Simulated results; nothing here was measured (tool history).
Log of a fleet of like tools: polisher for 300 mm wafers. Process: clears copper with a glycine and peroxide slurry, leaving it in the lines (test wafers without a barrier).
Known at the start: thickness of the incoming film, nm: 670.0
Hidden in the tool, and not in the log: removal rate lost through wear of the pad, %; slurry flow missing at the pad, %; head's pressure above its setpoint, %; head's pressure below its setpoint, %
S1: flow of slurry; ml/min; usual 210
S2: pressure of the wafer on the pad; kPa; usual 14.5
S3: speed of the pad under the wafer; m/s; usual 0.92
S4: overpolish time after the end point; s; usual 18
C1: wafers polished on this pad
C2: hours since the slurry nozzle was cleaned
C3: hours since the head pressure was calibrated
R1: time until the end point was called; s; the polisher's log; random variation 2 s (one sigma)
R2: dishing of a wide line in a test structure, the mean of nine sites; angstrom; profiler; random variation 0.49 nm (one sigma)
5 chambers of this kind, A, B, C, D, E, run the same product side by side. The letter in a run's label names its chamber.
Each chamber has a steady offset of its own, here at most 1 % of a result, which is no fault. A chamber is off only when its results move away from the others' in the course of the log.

| run | hour | S1 | S2 | S3 | S4 | C1 | C2 | C3 | R1 | R2 |
|---|---|---|---|---|---|---|---|---|---|---|
| 1E | 8.3 | 210 | 14.5 | 0.92 | 18 | 828 | 51.1 | 362.9 | 134.34 | 257.71 |
|  | 11.7 | chamber A: worn pad replaced by a new one |
| 2D | 14.4 | 210 | 14.5 | 0.92 | 18 | 989 | 146.8 | 256.5 | 140.35 | 269.59 |
| 3A | 19.4 | 210 | 14.5 | 0.92 | 18 | 52 | 200.4 | 779.7 | 138.74 | 267.15 |
| 4C | 28.5 | 210 | 14.5 | 0.92 | 18 | 238 | 107.4 | 450.5 | 136.49 | 258.53 |
| 5B | 32.7 | 210 | 14.5 | 0.92 | 18 | 631 | 228.3 | 317.4 | 143.22 | 260.10 |
| 6A | 40.8 | 210 | 14.5 | 0.92 | 18 | 196 | 221.8 | 801.1 | 132.58 | 257.85 |
| 7C | 46.1 | 210 | 14.5 | 0.92 | 18 | 357 | 125.0 | 468.1 | 135.88 | 251.37 |
|  | 49.3 | chamber E: worn pad replaced by a new one |
|  | 51.0 | chamber D: worn pad replaced by a new one |
| 8E | 51.4 | 210 | 14.5 | 0.92 | 18 | 14 | 94.2 | 406.0 | 137.58 | 250.04 |
| 9D | 57.2 | 210 | 14.5 | 0.92 | 18 | 41 | 189.6 | 299.3 | 141.93 | 256.96 |
|  | 63.2 | chamber A: slurry nozzle cleaned |
| 10B | 64.5 | 210 | 14.5 | 0.92 | 18 | 845 | 260.1 | 349.2 | 136.12 | 258.69 |
|  | 65.2 | chamber B: slurry nozzle cleaned |
| 11E | 73.2 | 210 | 14.5 | 0.92 | 18 | 161 | 116.0 | 427.8 | 137.81 | 262.53 |
| 12A | 78.7 | 210 | 14.5 | 0.92 | 18 | 451 | 15.5 | 839.0 | 134.35 | 265.23 |
|  | 79.3 | chamber C: worn pad replaced by a new one |
| 13C | 87.6 | 145 | 16.5 | 0.92 | 18 | 56 | 166.5 | 509.6 | 132.01 | 259.17 |
| 14D | 92.4 | 145 | 16.5 | 0.92 | 18 | 278 | 224.8 | 334.5 | 132.57 | 265.49 |
| 15B | 99.1 | 145 | 16.5 | 0.92 | 18 | 1078 | 34.0 | 383.8 | 128.77 | 268.72 |
| 16E | 104.9 | 145 | 16.5 | 0.92 | 18 | 375 | 147.7 | 459.5 | 134.08 | 264.72 |
| 17B | 113.1 | 145 | 16.5 | 0.92 | 18 | 1173 | 48.0 | 397.8 | 131.03 | 252.96 |
| 18C | 117.2 | 210 | 14.5 | 0.92 | 18 | 255 | 196.1 | 539.2 | 136.99 | 266.54 |
| 19A | 125.9 | 210 | 14.5 | 0.92 | 18 | 769 | 62.7 | 886.2 | 138.07 | 261.00 |
|  | 126.1 | chamber A: worn pad replaced by a new one |
| 20D | 132.2 | 155 | 14.5 | 0.76 | 18 | 546 | 264.6 | 374.3 | 171.30 | 252.08 |
| 21A | 140.8 | 155 | 14.5 | 0.76 | 18 | 99 | 77.6 | 901.1 | 168.53 | 257.15 |
| 22C | 146.9 | 155 | 14.5 | 0.76 | 18 | 455 | 225.8 | 568.9 | 166.62 | 250.91 |
| 23E | 153.6 | 155 | 14.5 | 0.76 | 18 | 703 | 196.4 | 508.2 | 164.19 | 246.90 |
| 24B | 159.5 | 155 | 14.5 | 0.76 | 18 | 1485 | 94.4 | 444.2 | 175.03 | 250.50 |
|  | 160.2 | chamber A: head pressure recalibrated |
|  | 164.8 | chamber C: worn pad replaced by a new one |
| 25D | 165.6 | 210 | 14.5 | 0.92 | 18 | 771 | 298.0 | 407.7 | 139.10 | 261.35 |
| 26E | 173.4 | 210 | 14.5 | 0.92 | 18 | 836 | 216.2 | 528.0 | 134.15 | 270.15 |
| 27C | 179.7 | 210 | 14.5 | 0.92 | 18 | 100 | 258.6 | 601.7 | 136.87 | 265.46 |
| 28A | 187.7 | 210 | 14.5 | 0.92 | 18 | 415 | 124.5 | 27.6 | 136.78 | 263.91 |
| 29B | 192.9 | 210 | 14.5 | 0.92 | 18 | 1710 | 127.8 | 477.6 | 150.92 | 247.13 |
| 30D | 198.5 | 210 | 14.5 | 0.92 | 18 | 993 | 330.9 | 440.6 | 142.32 | 269.77 |
| 31C | 204.9 | 210 | 14.5 | 0.92 | 18 | 270 | 283.8 | 626.9 | 139.34 | 258.06 |
| 32B | 213.0 | 210 | 14.5 | 0.92 | 18 | 1846 | 147.9 | 497.7 | 149.05 | 257.63 |
| 33E | 221.1 | 210 | 14.5 | 0.92 | 18 | 1157 | 263.9 | 575.7 | 142.67 | 270.71 |
| 34A | 225.6 | 210 | 14.5 | 0.92 | 18 | 670 | 162.4 | 65.5 | 139.95 | 260.64 |
|  | 229.9 | chamber D: worn pad replaced by a new one |
| 35D | 233.2 | 210 | 14.5 | 0.92 | 18 | 22 | 365.6 | 475.3 | 137.24 | 253.72 |
| 36D | 241.1 | 210 | 14.5 | 0.92 | 18 | 75 | 373.5 | 483.2 | 140.60 | 258.13 |
| 37E | 246.0 | 210 | 14.5 | 0.92 | 18 | 1325 | 288.8 | 600.6 | 140.02 | 271.64 |
|  | 250.8 | chamber A: worn pad replaced by a new one |
| 38C | 253.4 | 210 | 14.5 | 0.92 | 18 | 596 | 332.3 | 675.4 | 139.03 | 255.27 |
| 39A | 261.2 | 210 | 14.5 | 0.68 | 18 | 70 | 198.0 | 101.1 | 168.28 | 254.48 |
| 40B | 267.2 | 210 | 14.5 | 0.68 | 18 | 2211 | 202.1 | 551.9 | 203.00 | 236.99 |

What goes on in this fleet: one chamber off, a drifting gauge, or nothing beyond the chambers' own small offsets? Name the chamber and the cause, if any.

Chamber B drifts away from the others.
Cause: removal rate lost through wear of the pad, % = 11.5.

Here are 4 candidates for chamber B's next run, each the usual settings with a change, their results left as question marks. Which one brings its results back in line with what the others give on the usual settings?
In line means no further than this from the other chambers' mean on the usual settings: R1 7.10 s; R2 17.00 angstrom
| 41B-1 | 273.9 | 215 | 15.9 | 1.00 | 19 |  |  |  | ? | ? |
| 41B-2 | 273.9 | 210 | 14.5 | 0.94 | 18 |  |  |  | ? | ? |
| 41B-3 | 273.9 | 205 | 13.1 | 0.84 | 17 |  |  |  | ? | ? |
| 41B-4 | 273.9 | 210 | 14.5 | 0.90 | 18 |  |  |  | ? | ? |

The other chambers' mean on the usual settings: R1 137.94 s; R2 261.36 angstrom
| run | R1 | R2 |
|---|---|---|
| 41B-1 | 136.95 | 260.14 |
| 41B-2 | 154.94 | 251.47 |
| 41B-3 | 182.55 | 237.51 |
| 41B-4 | 160.27 | 250.27 |
41B-1 brings the chamber back in line.

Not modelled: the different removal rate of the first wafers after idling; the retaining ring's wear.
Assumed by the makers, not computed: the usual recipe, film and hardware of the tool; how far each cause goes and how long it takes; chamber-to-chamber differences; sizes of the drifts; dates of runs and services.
